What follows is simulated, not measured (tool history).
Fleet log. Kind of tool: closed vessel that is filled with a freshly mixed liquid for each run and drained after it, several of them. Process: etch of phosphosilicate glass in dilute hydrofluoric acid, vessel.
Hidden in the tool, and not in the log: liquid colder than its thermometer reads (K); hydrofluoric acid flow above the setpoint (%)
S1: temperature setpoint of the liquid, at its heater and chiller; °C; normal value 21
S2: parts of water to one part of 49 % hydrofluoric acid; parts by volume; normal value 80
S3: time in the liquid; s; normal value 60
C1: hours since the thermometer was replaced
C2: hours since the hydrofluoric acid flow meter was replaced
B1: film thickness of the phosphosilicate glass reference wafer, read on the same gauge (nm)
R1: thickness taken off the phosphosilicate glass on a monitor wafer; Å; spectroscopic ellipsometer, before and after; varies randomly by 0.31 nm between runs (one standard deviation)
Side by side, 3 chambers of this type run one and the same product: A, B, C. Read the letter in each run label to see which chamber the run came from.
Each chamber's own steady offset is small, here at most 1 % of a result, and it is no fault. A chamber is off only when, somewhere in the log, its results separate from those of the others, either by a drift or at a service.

{"run": "1A", "hour": 12.2, "S1": 21, "S2": 80, "S3": 60, "C1": 1694.0, "C2": 64.2, "B1": 30.007, "R1": 569.05}
{"run": "2B", "hour": 21.9, "S1": 21, "S2": 80, "S3": 60, "C1": 261.4, "C2": 676.9, "B1": 30.042, "R1": 576.24}
{"run": "3C", "hour": 28.0, "S1": 21, "S2": 80, "S3": 60, "C1": 583.1, "C2": 144.2, "B1": 30.03, "R1": 588.26}
{"run": "4A", "hour": 35.4, "S1": 21, "S2": 80, "S3": 60, "C1": 1717.2, "C2": 87.4, "B1": 29.996, "R1": 574.07}
{"run": "5C", "hour": 47.3, "S1": 21, "S2": 80, "S3": 60, "C1": 602.4, "C2": 163.5, "B1": 30.022, "R1": 580.55}
{"run": "6B", "hour": 55.6, "S1": 21, "S2": 80, "S3": 60, "C1": 295.1, "C2": 710.6, "B1": 30.014, "R1": 578.09}
{"run": "7C", "hour": 61.7, "S1": 21, "S2": 80, "S3": 60, "C1": 616.8, "C2": 177.9, "B1": 29.957, "R1": 574.79}
{"run": "8B", "hour": 69.3, "S1": 21, "S2": 80, "S3": 60, "C1": 308.8, "C2": 724.3, "B1": 30.003, "R1": 575.67}
{"run": "9A", "hour": 76.3, "S1": 21, "S2": 80, "S3": 60, "C1": 1758.1, "C2": 128.3, "B1": 30.049, "R1": 576.12}
{"run": "10A", "hour": 85.4, "S1": 21, "S2": 80, "S3": 60, "C1": 1767.2, "C2": 137.4, "B1": 29.979, "R1": 573.4}
{"run": "11B", "hour": 97.5, "S1": 21, "S2": 80, "S3": 60, "C1": 337.0, "C2": 752.5, "B1": 29.982, "R1": 582.76}
{"run": "12C", "hour": 106.3, "S1": 21, "S2": 80, "S3": 60, "C1": 661.4, "C2": 222.5, "B1": 30.012, "R1": 575.96}
{"run": "13B", "hour": 116.9, "S1": 21, "S2": 80, "S3": 60, "C1": 356.4, "C2": 771.9, "B1": 29.995, "R1": 587.23}
{"run": "14C", "hour": 123.9, "S1": 23, "S2": 80, "S3": 90, "C1": 679.0, "C2": 240.1, "B1": 30.008, "R1": 951.34}
{"run": "15A", "hour": 131.7, "S1": 23, "S2": 80, "S3": 90, "C1": 1813.5, "C2": 183.7, "B1": 30.005, "R1": 939.03}
{"run": "16B", "hour": 143.7, "S1": 23, "S2": 80, "S3": 90, "C1": 383.2, "C2": 798.7, "B1": 30.001, "R1": 965.95}
{"run": "17A", "hour": 149.4, "S1": 21, "S2": 80, "S3": 60, "C1": 1831.2, "C2": 201.4, "B1": 29.997, "R1": 574.5}
{"run": "18C", "hour": 158.3, "S1": 21, "S2": 80, "S3": 60, "C1": 713.4, "C2": 274.5, "B1": 30.046, "R1": 583.09}
{"run": "19C", "hour": 164.0, "S1": 21, "S2": 80, "S3": 60, "C1": 719.1, "C2": 280.2, "B1": 29.999, "R1": 581.65}
{"run": "20A", "hour": 170.8, "S1": 24, "S2": 80, "S3": 60, "C1": 1852.6, "C2": 222.8, "B1": 30.013, "R1": 652.73}
{"run": "21B", "hour": 176.8, "S1": 24, "S2": 80, "S3": 60, "C1": 416.3, "C2": 831.8, "B1": 30.044, "R1": 674.58}
{"run": "22C", "hour": 184.2, "S1": 24, "S2": 80, "S3": 60, "C1": 739.3, "C2": 300.4, "B1": 29.931, "R1": 660.89}
{"run": "23A", "hour": 195.8, "S1": 21, "S2": 80, "S3": 60, "C1": 1877.6, "C2": 247.8, "B1": 29.985, "R1": 576.26}
{"run": "24B", "hour": 203.7, "S1": 21, "S2": 80, "S3": 60, "C1": 443.2, "C2": 858.7, "B1": 29.996, "R1": 598.21}

Which is it: a chamber that has drifted or been left off by a service, a gauge drift common to all chambers, or only each chamber's usual small offset? If a chamber is off, name it and its likeliest cause.

Chamber B drifts away from the others.
What lies behind it: hydrofluoric acid flow above the setpoint (%) = 3.7.
It could be hard to tell apart here from: liquid hotter than its thermometer reads (K).

Chamber B could run next with any of the 4 candidate recipes listed below; each alters the usual settings, and their results appear as question marks. Which one brings its results back in line with what the other chambers deliver on the usual settings?
Counts as in line when no further than this from what the other chambers average on the usual settings: R1 11.00 Å
{"run": "25B-1", "hour": 212.9, "S1": 21.0, "S2": 85, "S3": 60, "R1": "?"}
{"run": "25B-2", "hour": 212.9, "S1": 22.5, "S2": 80, "S3": 60, "R1": "?"}
{"run": "25B-3", "hour": 212.9, "S1": 20.0, "S2": 80, "S3": 60, "R1": "?"}
{"run": "25B-4", "hour": 212.9, "S1": 22.0, "S2": 80, "S3": 60, "R1": "?"}

Usual-settings mean across the other chambers: R1 578.20 Å
run=25B-1 R1=560.49
run=25B-2 R1=637.67
run=25B-3 R1=574.21
run=25B-4 R1=624.50
It is 25B-3 that realigns the chamber with its peers.

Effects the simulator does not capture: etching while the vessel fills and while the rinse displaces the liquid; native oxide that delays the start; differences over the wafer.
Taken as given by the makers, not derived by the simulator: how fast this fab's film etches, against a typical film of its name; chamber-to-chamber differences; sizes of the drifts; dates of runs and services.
